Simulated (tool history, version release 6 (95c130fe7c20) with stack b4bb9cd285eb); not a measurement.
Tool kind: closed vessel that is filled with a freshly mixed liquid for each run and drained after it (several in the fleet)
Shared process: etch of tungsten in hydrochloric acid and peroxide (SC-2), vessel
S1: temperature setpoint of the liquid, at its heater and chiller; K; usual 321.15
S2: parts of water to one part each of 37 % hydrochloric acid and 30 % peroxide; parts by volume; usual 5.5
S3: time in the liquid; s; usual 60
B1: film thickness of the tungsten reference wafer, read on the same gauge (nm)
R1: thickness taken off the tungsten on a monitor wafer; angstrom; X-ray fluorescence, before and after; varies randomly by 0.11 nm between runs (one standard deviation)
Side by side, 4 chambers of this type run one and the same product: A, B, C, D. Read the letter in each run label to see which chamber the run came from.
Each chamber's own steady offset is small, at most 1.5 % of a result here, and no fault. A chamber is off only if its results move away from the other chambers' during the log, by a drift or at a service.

At day 0.008: chamber A: new drum of peroxide connected.
Run 1A, day 0.208: usual settings; B1 120. Result: R1 232.49 angstrom.
Run 2D, day 0.454: usual settings; B1 119.95. Result: R1 234.68 angstrom.
Run 3C, day 0.625: usual settings; B1 120. Result: R1 236.55 angstrom.
Run 4B, day 0.833: usual settings; B1 120. Result: R1 233.9 angstrom.
Run 5C, day 1.079: usual settings; B1 119.99. Result: R1 235.9 angstrom.
At day 1.196: chamber B: thermometer replaced.
Run 6D, day 1.212: usual settings; B1 120.02. Result: R1 235.51 angstrom.
Run 7B, day 1.333: usual settings; B1 119.99. Result: R1 235.01 angstrom.
Run 8A, day 1.579: usual settings; B1 120.02. Result: R1 235.02 angstrom.
Run 9D, day 1.767: usual settings; B1 119.99. Result: R1 235.48 angstrom.
At day 1.771: chamber C: chemicals flow meter replaced.
Run 10B, day 2.012: usual settings; B1 119.97. Result: R1 236.57 angstrom.
Run 11A, day 2.233: usual settings; B1 120.03. Result: R1 233.63 angstrom.
Run 12C, day 2.375: usual settings; B1 120. Result: R1 235.54 angstrom.
Run 13B, day 2.579: usual settings; B1 119.98. Result: R1 235.86 angstrom.
Run 14C, day 2.729: usual settings but S1 316.65 K, S2 8 parts by volume; B1 120.07. Result: R1 128.76 angstrom.
Run 15D, day 2.983: usual settings but S1 316.65 K, S2 8 parts by volume; B1 119.96. Result: R1 129.66 angstrom.
Run 16A, day 3.192: usual settings but S1 316.65 K, S2 8 parts by volume; B1 119.96. Result: R1 126.96 angstrom.
At day 3.4: chamber D: thermometer replaced.
Run 17D, day 3.446: usual settings but S1 316.65 K, S2 8 parts by volume; B1 120.02. Result: R1 129.76 angstrom.
Run 18C, day 3.692: usual settings; B1 119.99. Result: R1 236.24 angstrom.
Run 19A, day 3.938: usual settings; B1 120.03. Result: R1 233.37 angstrom.
Run 20B, day 4.108: usual settings; B1 119.98. Result: R1 235.88 angstrom.
Run 21D, day 4.25: usual settings; B1 120.04. Result: R1 235.9 angstrom.
Run 22A, day 4.475: usual settings; B1 119.95. Result: R1 233.36 angstrom.
Run 23B, day 4.667: usual settings; B1 120. Result: R1 237.25 angstrom.
Run 24C, day 4.912: usual settings but S1 312.15 K, S2 7.5 parts by volume; B1 120.03. Result: R1 99.304 angstrom.
Run 25A, day 5.117: usual settings but S1 312.15 K, S2 7.5 parts by volume; B1 119.99. Result: R1 99.016 angstrom.
Run 26C, day 5.246: usual settings but S1 312.15 K, S2 7.5 parts by volume; B1 119.96. Result: R1 99.045 angstrom.
Run 27B, day 5.362: usual settings but S1 312.15 K, S2 7.5 parts by volume; B1 120.01. Result: R1 98.574 angstrom.
Run 28D, day 5.608: usual settings; B1 119.98. Result: R1 234.87 angstrom.
Run 29D, day 5.85: usual settings; B1 120. Result: R1 234.55 angstrom.
Run 30A, day 5.996: usual settings; B1 119.99. Result: R1 233.75 angstrom.
At day 6.121: chamber D: new drum of peroxide connected.
Run 31B, day 6.192: usual settings; B1 119.97. Result: R1 235.15 angstrom.
At day 6.338: chamber B: chemicals flow meter replaced.
Run 32C, day 6.396: usual settings; B1 120.01. Result: R1 236.69 angstrom.
Run 33B, day 6.588: usual settings; B1 119.96. Result: R1 234.85 angstrom.
At day 6.7: chamber A: thermometer replaced.
Run 34D, day 6.725: usual settings; B1 119.97. Result: R1 234.72 angstrom.
Run 35A, day 6.933: usual settings; B1 120.03. Result: R1 232.41 angstrom.
Run 36C, day 7.1: usual settings; B1 119.99. Result: R1 236.7 angstrom.
Run 37D, day 7.288: usual settings; B1 120. Result: R1 235.9 angstrom.
Run 38A, day 7.462: usual settings; B1 120. Result: R1 233.22 angstrom.
Run 39C, day 7.625: usual settings; B1 119.99. Result: R1 237.08 angstrom.
Run 40B, day 7.738: usual settings; B1 119.99. Result: R1 235.12 angstrom.

Does one chamber stand apart from the rest, does the shared gauge drift, or is all well apart from small per-chamber offsets? Give the chamber and the most likely cause, where there is one.

No chamber stands off beyond its own small offset, and the gauge holds steady.

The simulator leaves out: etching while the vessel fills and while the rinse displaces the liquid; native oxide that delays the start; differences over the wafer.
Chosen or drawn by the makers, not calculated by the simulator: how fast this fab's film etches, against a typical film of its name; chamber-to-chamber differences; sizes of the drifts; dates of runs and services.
